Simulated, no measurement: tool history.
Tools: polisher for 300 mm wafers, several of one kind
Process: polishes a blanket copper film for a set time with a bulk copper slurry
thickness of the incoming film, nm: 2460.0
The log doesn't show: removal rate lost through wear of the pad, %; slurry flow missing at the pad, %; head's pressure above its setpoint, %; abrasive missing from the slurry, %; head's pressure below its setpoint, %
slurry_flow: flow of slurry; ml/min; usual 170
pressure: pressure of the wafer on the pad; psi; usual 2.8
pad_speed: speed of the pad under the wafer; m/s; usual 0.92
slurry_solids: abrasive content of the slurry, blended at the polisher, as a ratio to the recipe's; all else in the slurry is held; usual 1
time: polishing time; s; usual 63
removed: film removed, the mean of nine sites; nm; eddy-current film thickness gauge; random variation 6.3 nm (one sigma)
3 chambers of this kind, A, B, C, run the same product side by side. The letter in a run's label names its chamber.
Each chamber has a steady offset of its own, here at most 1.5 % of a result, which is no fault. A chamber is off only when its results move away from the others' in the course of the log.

run   hour  slurry_flow  pressure  pad_speed  slurry_solids  time  wafers polished on this pad  hours since the slurry nozzle was cleaned  hours since the head pressure was calibrated  hours since the slurry blender was calibrated  removed
 1C    6.4          170       2.8       0.92              1    63                          396                                      377.3                                          1205                                           83.2   479.09
 2A   10.4          170       2.8       0.92              1    63                          580                                       92.1                                         628.4                                          199.6   493.18
      12.2  -- chamber C: slurry blender recalibrated
 3B   13.9          170       2.8       0.92              1    63                          218                                       66.2                                         189.6                                           56.2   504.65
 4A   20.5          170       2.8       0.92              1    63                          733                                      102.2                                         638.5                                          209.7   486.29
 5B   26.7          170       2.8       0.92              1    63                          412                                         79                                         202.4                                             69    496.8
 6C   31.1          170       2.8       0.92              1    63                          770                                        402                                        1229.7                                             19   498.89
        34  -- chamber C: worn pad replaced by a new one
 7C   36.5          170       2.8       0.92              1    63                           38                                      407.4                                        1235.1                                           24.4   495.23
 8A   40.7          170       2.2       0.92              1    63                         1039                                      122.4                                         658.7                                          229.9   395.59
      41.9  -- chamber A: worn pad replaced by a new one
 9B   44.8          170       2.2       0.92              1    63                          685                                       97.1                                         220.5                                           87.1   398.19
      48.6  -- chamber A: head pressure recalibrated
10B   48.9          170       2.2       0.92              1    63                          747                                      101.2                                         224.6                                           91.2   397.03
11C   55.5          170       2.8       0.92              1    63                          325                                      426.4                                        1254.1                                           43.4   495.92
12A   61.4          170       2.8       0.92              1    63                          295                                      143.1                                          12.8                                          250.6   486.85
13C   66.8          170       2.8       0.92              1    73                          496                                      437.7                                        1265.4                                           54.7    568.5
      67.8  -- chamber B: worn pad replaced by a new one
14A   71.7          170       2.8       0.92              1    73                          451                                      153.4                                          23.1                                          260.9   573.37
15B   76.9          170       2.8       0.92              1    73                          138                                      129.2                                         252.6                                          119.2   581.91
16C   81.2          170       2.8       0.92              1    63                          714                                      452.1                                        1279.8                                           69.1   497.42
17A   85.1          170       2.8       0.92              1    63                          654                                      166.8                                          36.5                                          274.3   499.96
18B   90.5          170       2.8       0.92              1    63                          344                                      142.8                                         266.2                                          132.8   501.06
      92.1  -- chamber C: worn pad replaced by a new one
19A   93.9          170       2.8       0.92              1    70                          787                                      175.6                                          45.3                                          283.1   539.21
20C   98.2          170       2.8       0.92              1    70                           93                                      469.1                                        1296.8                                           86.1   531.14
21B  103.2          170       2.8       0.92              1    70                          536                                      155.5                                         278.9                                          145.5   561.27
22B  109.1          170       2.8       0.66            1.2    63                          625                                      161.4                                         284.8                                          151.4    377.5
23C  114.2          170       2.8       0.66            1.2    63                          335                                      485.1                                        1312.8                                          102.1   366.48

What goes on in this fleet: one chamber off, a drifting gauge, or nothing beyond the chambers' own small offsets? Name the chamber and the cause, if any.

No chamber stands off beyond its own small offset, and the gauge holds steady.
